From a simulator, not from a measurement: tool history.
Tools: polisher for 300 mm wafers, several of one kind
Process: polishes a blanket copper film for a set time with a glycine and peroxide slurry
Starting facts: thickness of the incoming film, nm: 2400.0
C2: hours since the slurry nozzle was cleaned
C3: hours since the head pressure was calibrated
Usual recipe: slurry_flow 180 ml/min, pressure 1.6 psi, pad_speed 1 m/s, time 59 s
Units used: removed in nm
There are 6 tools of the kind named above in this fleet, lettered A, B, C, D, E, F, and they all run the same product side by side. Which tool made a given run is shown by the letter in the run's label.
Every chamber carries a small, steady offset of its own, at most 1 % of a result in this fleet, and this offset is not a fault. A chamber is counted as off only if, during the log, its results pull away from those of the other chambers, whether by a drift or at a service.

At day 0.038: chamber E: worn pad replaced by a new one.
Run 1C, day 0.262: usual settings; wafers polished on this pad 674; C2 235.7; C3 1061.8. Result: removed 175.3 nm.
At day 0.3: chamber F: worn pad replaced by a new one.
At day 0.5: chamber D: slurry nozzle cleaned.
Run 2B, day 0.575: usual settings; wafers polished on this pad 208; C2 186.7; C3 40.1. Result: removed 176.92 nm.
At day 0.646: chamber A: worn pad replaced by a new one.
Run 3A, day 1.083: usual settings; wafers polished on this pad 66; C2 49.7; C3 235.3. Result: removed 181.81 nm.
At day 1.104: chamber E: slurry nozzle cleaned.
At day 1.421: chamber F: head pressure recalibrated.
Run 4D, day 1.446: usual settings; wafers polished on this pad 1108; C2 22.7; C3 855.7. Result: removed 174.99 nm.
Run 5E, day 1.7: usual settings; wafers polished on this pad 251; C2 14.3; C3 979.3. Result: removed 176.92 nm.
Run 6F, day 2.025: usual settings; wafers polished on this pad 260; C2 151.2; C3 14.6. Result: removed 179.74 nm.
Run 7A, day 2.512: usual settings; wafers polished on this pad 282; C2 84; C3 269.6. Result: removed 180.21 nm.
Run 8C, day 2.925: usual settings; wafers polished on this pad 1077; C2 299.6; C3 1125.7. Result: removed 176.18 nm.
Run 9D, day 3.242: usual settings; wafers polished on this pad 1379; C2 65.8; C3 898.8. Result: removed 177.09 nm.
At day 3.25: chamber B: worn pad replaced by a new one.
At day 3.367: chamber D: worn pad replaced by a new one.
Run 10E, day 3.725: usual settings; wafers polished on this pad 557; C2 62.9; C3 1027.9. Result: removed 173.43 nm.
Run 11F, day 3.954: usual settings; wafers polished on this pad 552; C2 197.5; C3 60.9. Result: removed 178.29 nm.
Run 12B, day 4.292: usual settings; wafers polished on this pad 157; C2 275.9; C3 129.3. Result: removed 170.93 nm.
Run 13F, day 4.629: usual settings; wafers polished on this pad 654; C2 213.7; C3 77.1. Result: removed 174.8 nm.
Run 14E, day 4.954: usual settings; wafers polished on this pad 743; C2 92.4; C3 1057.4. Result: removed 172.89 nm.
Run 15B, day 5.371: usual settings; wafers polished on this pad 321; C2 301.8; C3 155.2. Result: removed 177.94 nm.
At day 5.412: chamber C: worn pad replaced by a new one.
At day 5.696: chamber A: worn pad replaced by a new one.
Run 16D, day 5.712: usual settings; wafers polished on this pad 354; C2 125.1; C3 958.1. Result: removed 175.95 nm.
Run 17C, day 6.154: usual settings; wafers polished on this pad 112; C2 377.1; C3 1203.2. Result: removed 175.67 nm.
Run 18A, day 6.675: usual settings; wafers polished on this pad 148; C2 183.9; C3 369.5. Result: removed 172.92 nm.
Run 19F, day 6.946: usual settings; wafers polished on this pad 1004; C2 269.3; C3 132.7. Result: removed 179.42 nm.
At day 7.221: chamber B: worn pad replaced by a new one.
Run 20A, day 7.3: usual settings; wafers polished on this pad 242; C2 198.9; C3 384.5. Result: removed 173.15 nm.
Run 21B, day 7.7: usual settings; wafers polished on this pad 73; C2 357.7; C3 211.1. Result: removed 175.23 nm.
Run 22D, day 8.008: usual settings; wafers polished on this pad 701; C2 180.2; C3 1013.2. Result: removed 173.74 nm.
At day 8.154: chamber C: slurry nozzle cleaned.
Run 23E, day 8.446: usual settings; wafers polished on this pad 1271; C2 176.2; C3 1141.2. Result: removed 175.45 nm.
At day 8.583: chamber F: slurry nozzle cleaned.
At day 8.733: chamber F: worn pad replaced by a new one.
Run 24C, day 8.904: usual settings; wafers polished on this pad 527; C2 18.1; C3 1269.2. Result: removed 174.95 nm.
Run 25B, day 9.254: usual settings; wafers polished on this pad 307; C2 395; C3 248.4. Result: removed 175.68 nm.
Run 26D, day 9.583: usual settings; wafers polished on this pad 939; C2 218; C3 1051. Result: removed 177.39 nm.
Run 27E, day 10.038: usual settings but pad_speed 0.74 m/s; wafers polished on this pad 1511; C2 214.4; C3 1179.4. Result: removed 142.76 nm.
At day 10.233: chamber E: worn pad replaced by a new one.
Run 28A, day 10.317: usual settings but pad_speed 0.74 m/s; wafers polished on this pad 698; C2 271.3; C3 456.9. Result: removed 141.5 nm.
Run 29F, day 10.8: usual settings but pad_speed 0.74 m/s; wafers polished on this pad 312; C2 53.2; C3 225.2. Result: removed 143.6 nm.
At day 10.921: chamber A: worn pad replaced by a new one.
At day 11.004: chamber D: worn pad replaced by a new one.
Run 30C, day 11.054: usual settings but pad_speed 0.74 m/s; wafers polished on this pad 852; C2 69.7; C3 1320.8. Result: removed 137.56 nm.
At day 11.212: chamber B: worn pad replaced by a new one.
Run 31A, day 11.342: usual settings but pad_speed 0.74 m/s; wafers polished on this pad 64; C2 295.9; C3 481.5. Result: removed 140.16 nm.
At day 11.642: chamber E: slurry nozzle cleaned.
Run 32B, day 11.679: usual settings but pad_speed 0.74 m/s; wafers polished on this pad 70; C2 453.2; C3 306.6. Result: removed 142.22 nm.
Run 33D, day 11.958: usual settings; wafers polished on this pad 144; C2 275; C3 1108. Result: removed 173.29 nm.
Run 34E, day 12.392: usual settings; wafers polished on this pad 326; C2 18; C3 1235.9. Result: removed 173.7 nm.
At day 12.733: chamber D: slurry nozzle cleaned.
Run 35C, day 12.908: usual settings; wafers polished on this pad 1132; C2 114.2; C3 1365.3. Result: removed 178.72 nm.
Run 36F, day 13.417: usual settings but time 48 s; wafers polished on this pad 708; C2 116; C3 288. Result: removed 146 nm.
Run 37A, day 13.712: usual settings but time 48 s; wafers polished on this pad 422; C2 352.8; C3 538.4. Result: removed 144.77 nm.
Run 38E, day 13.988: usual settings but time 48 s; wafers polished on this pad 567; C2 56.3; C3 1274.2. Result: removed 142.59 nm.
At day 14.175: chamber C: head pressure recalibrated.
Run 39C, day 14.229: usual settings but time 48 s; wafers polished on this pad 1332; C2 145.9; C3 1.3. Result: removed 140.25 nm.
Run 40B, day 14.712: usual settings but time 48 s; wafers polished on this pad 529; C2 526; C3 379.4. Result: removed 141.57 nm.
Run 41D, day 15.142: usual settings but time 48 s; wafers polished on this pad 625; C2 57.9; C3 1184.4. Result: removed 141.09 nm.
Run 42F, day 15.621: usual settings; wafers polished on this pad 1041; C2 168.9; C3 340.9. Result: removed 177.51 nm.
Run 43D, day 15.983: usual settings; wafers polished on this pad 752; C2 78.1; C3 1204.6. Result: removed 176.8 nm.

Has any chamber moved away from the others, gradually or after a service, or does the common gauge drift, or do the chambers differ only by their own small steady offsets? State the chamber and the most likely cause if one applies.

Neither any chamber nor the gauge drifts; the chambers differ only by their own small, steady offsets.

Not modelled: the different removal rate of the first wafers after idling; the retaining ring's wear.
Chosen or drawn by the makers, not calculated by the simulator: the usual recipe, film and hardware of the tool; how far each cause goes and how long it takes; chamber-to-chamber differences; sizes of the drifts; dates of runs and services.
